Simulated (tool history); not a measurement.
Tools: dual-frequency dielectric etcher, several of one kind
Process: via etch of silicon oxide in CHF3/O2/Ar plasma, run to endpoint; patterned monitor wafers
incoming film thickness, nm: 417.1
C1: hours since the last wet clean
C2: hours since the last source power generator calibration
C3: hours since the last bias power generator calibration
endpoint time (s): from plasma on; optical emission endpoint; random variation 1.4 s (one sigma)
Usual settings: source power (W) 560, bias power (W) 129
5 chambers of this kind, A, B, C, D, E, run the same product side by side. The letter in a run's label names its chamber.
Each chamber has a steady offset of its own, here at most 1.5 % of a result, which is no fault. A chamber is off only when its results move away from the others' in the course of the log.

{"hour": 4.6, "done": "chamber D: wet clean of the chamber"}
{"run": "1A", "hour": 7.7, "source power (W)": 560, "bias power (W)": 129, "C1": 552.2, "C2": 2239.8, "C3": 2296.5, "endpoint time (s)": 240.74}
{"run": "2D", "hour": 13.6, "source power (W)": 560, "bias power (W)": 129, "C1": 9.1, "C2": 2790.7, "C3": 1127.1, "endpoint time (s)": 244.01}
{"run": "3E", "hour": 18.7, "source power (W)": 560, "bias power (W)": 129, "C1": 250.5, "C2": 1284.3, "C3": 270.9, "endpoint time (s)": 238.87}
{"run": "4B", "hour": 25.1, "source power (W)": 560, "bias power (W)": 129, "C1": 185.9, "C2": 237.1, "C3": 1943.3, "endpoint time (s)": 245.83}
{"run": "5C", "hour": 31.1, "source power (W)": 560, "bias power (W)": 142, "C1": 96.7, "C2": 524.7, "C3": 126.6, "endpoint time (s)": 238.7}
{"run": "6C", "hour": 38.6, "source power (W)": 560, "bias power (W)": 142, "C1": 104.2, "C2": 532.2, "C3": 134.1, "endpoint time (s)": 237.31}
{"hour": 44.2, "done": "chamber A: wet clean of the chamber"}
{"run": "7D", "hour": 44.3, "source power (W)": 560, "bias power (W)": 142, "C1": 39.8, "C2": 2821.4, "C3": 1157.8, "endpoint time (s)": 236.64}
{"run": "8A", "hour": 48.8, "source power (W)": 560, "bias power (W)": 142, "C1": 4.6, "C2": 2280.9, "C3": 2337.6, "endpoint time (s)": 231.88}
{"run": "9E", "hour": 56.1, "source power (W)": 560, "bias power (W)": 142, "C1": 287.9, "C2": 1321.7, "C3": 308.3, "endpoint time (s)": 231.32}
{"run": "10B", "hour": 62.5, "source power (W)": 560, "bias power (W)": 129, "C1": 223.3, "C2": 274.5, "C3": 1980.7, "endpoint time (s)": 244.9}
{"run": "11A", "hour": 69.8, "source power (W)": 560, "bias power (W)": 129, "C1": 25.6, "C2": 2301.9, "C3": 2358.6, "endpoint time (s)": 240.24}
{"run": "12E", "hour": 74.6, "source power (W)": 560, "bias power (W)": 129, "C1": 306.4, "C2": 1340.2, "C3": 326.8, "endpoint time (s)": 239.43}
{"run": "13B", "hour": 80.3, "source power (W)": 560, "bias power (W)": 140, "C1": 241.1, "C2": 292.3, "C3": 1998.5, "endpoint time (s)": 238.19}
{"run": "14C", "hour": 86.8, "source power (W)": 560, "bias power (W)": 140, "C1": 152.4, "C2": 580.4, "C3": 182.3, "endpoint time (s)": 239.24}
{"run": "15D", "hour": 92.2, "source power (W)": 560, "bias power (W)": 140, "C1": 87.7, "C2": 2869.3, "C3": 1205.7, "endpoint time (s)": 238.24}
{"run": "16A", "hour": 99.8, "source power (W)": 560, "bias power (W)": 140, "C1": 55.6, "C2": 2331.9, "C3": 2388.6, "endpoint time (s)": 236.71}
{"run": "17B", "hour": 107.0, "source power (W)": 560, "bias power (W)": 140, "C1": 267.8, "C2": 319.0, "C3": 2025.2, "endpoint time (s)": 238.72}
{"run": "18C", "hour": 111.3, "source power (W)": 560, "bias power (W)": 129, "C1": 176.9, "C2": 604.9, "C3": 206.8, "endpoint time (s)": 244.03}
{"run": "19E", "hour": 115.2, "source power (W)": 560, "bias power (W)": 129, "C1": 347.0, "C2": 1380.8, "C3": 367.4, "endpoint time (s)": 235.04}
{"run": "20D", "hour": 119.3, "source power (W)": 560, "bias power (W)": 129, "C1": 114.8, "C2": 2896.4, "C3": 1232.8, "endpoint time (s)": 241.69}
{"run": "21E", "hour": 123.7, "source power (W)": 560, "bias power (W)": 129, "C1": 355.5, "C2": 1389.3, "C3": 375.9, "endpoint time (s)": 238.64}
{"run": "22C", "hour": 129.4, "source power (W)": 560, "bias power (W)": 129, "C1": 195.0, "C2": 623.0, "C3": 224.9, "endpoint time (s)": 244.38}
{"hour": 133.5, "done": "chamber A: source power generator calibrated"}
{"run": "23D", "hour": 136.9, "source power (W)": 560, "bias power (W)": 129, "C1": 132.4, "C2": 2914.0, "C3": 1250.4, "endpoint time (s)": 244.68}
{"run": "24B", "hour": 142.1, "source power (W)": 560, "bias power (W)": 129, "C1": 302.9, "C2": 354.1, "C3": 2060.3, "endpoint time (s)": 243.55}
{"run": "25A", "hour": 149.7, "source power (W)": 560, "bias power (W)": 129, "C1": 105.5, "C2": 16.2, "C3": 2438.5, "endpoint time (s)": 238.83}
{"run": "26C", "hour": 154.4, "source power (W)": 560, "bias power (W)": 129, "C1": 220.0, "C2": 648.0, "C3": 249.9, "endpoint time (s)": 242.9}
{"run": "27B", "hour": 159.3, "source power (W)": 560, "bias power (W)": 129, "C1": 320.1, "C2": 371.3, "C3": 2077.5, "endpoint time (s)": 245.68}
{"run": "28E", "hour": 165.7, "source power (W)": 560, "bias power (W)": 129, "C1": 397.5, "C2": 1431.3, "C3": 417.9, "endpoint time (s)": 239.87}
{"run": "29D", "hour": 173.0, "source power (W)": 480, "bias power (W)": 129, "C1": 168.5, "C2": 2950.1, "C3": 1286.5, "endpoint time (s)": 256.39}
{"run": "30A", "hour": 178.6, "source power (W)": 480, "bias power (W)": 129, "C1": 134.4, "C2": 45.1, "C3": 2467.4, "endpoint time (s)": 253.39}
{"run": "31A", "hour": 185.7, "source power (W)": 480, "bias power (W)": 129, "C1": 141.5, "C2": 52.2, "C3": 2474.5, "endpoint time (s)": 257.51}
{"run": "32B", "hour": 193.5, "source power (W)": 480, "bias power (W)": 129, "C1": 354.3, "C2": 405.5, "C3": 2111.7, "endpoint time (s)": 261.47}

Is one chamber off against the others, does the gauge drift, or is nothing wrong? If a chamber is off, say which, and what the likeliest cause is.

No chamber stands off beyond its own small offset, and the gauge holds steady.
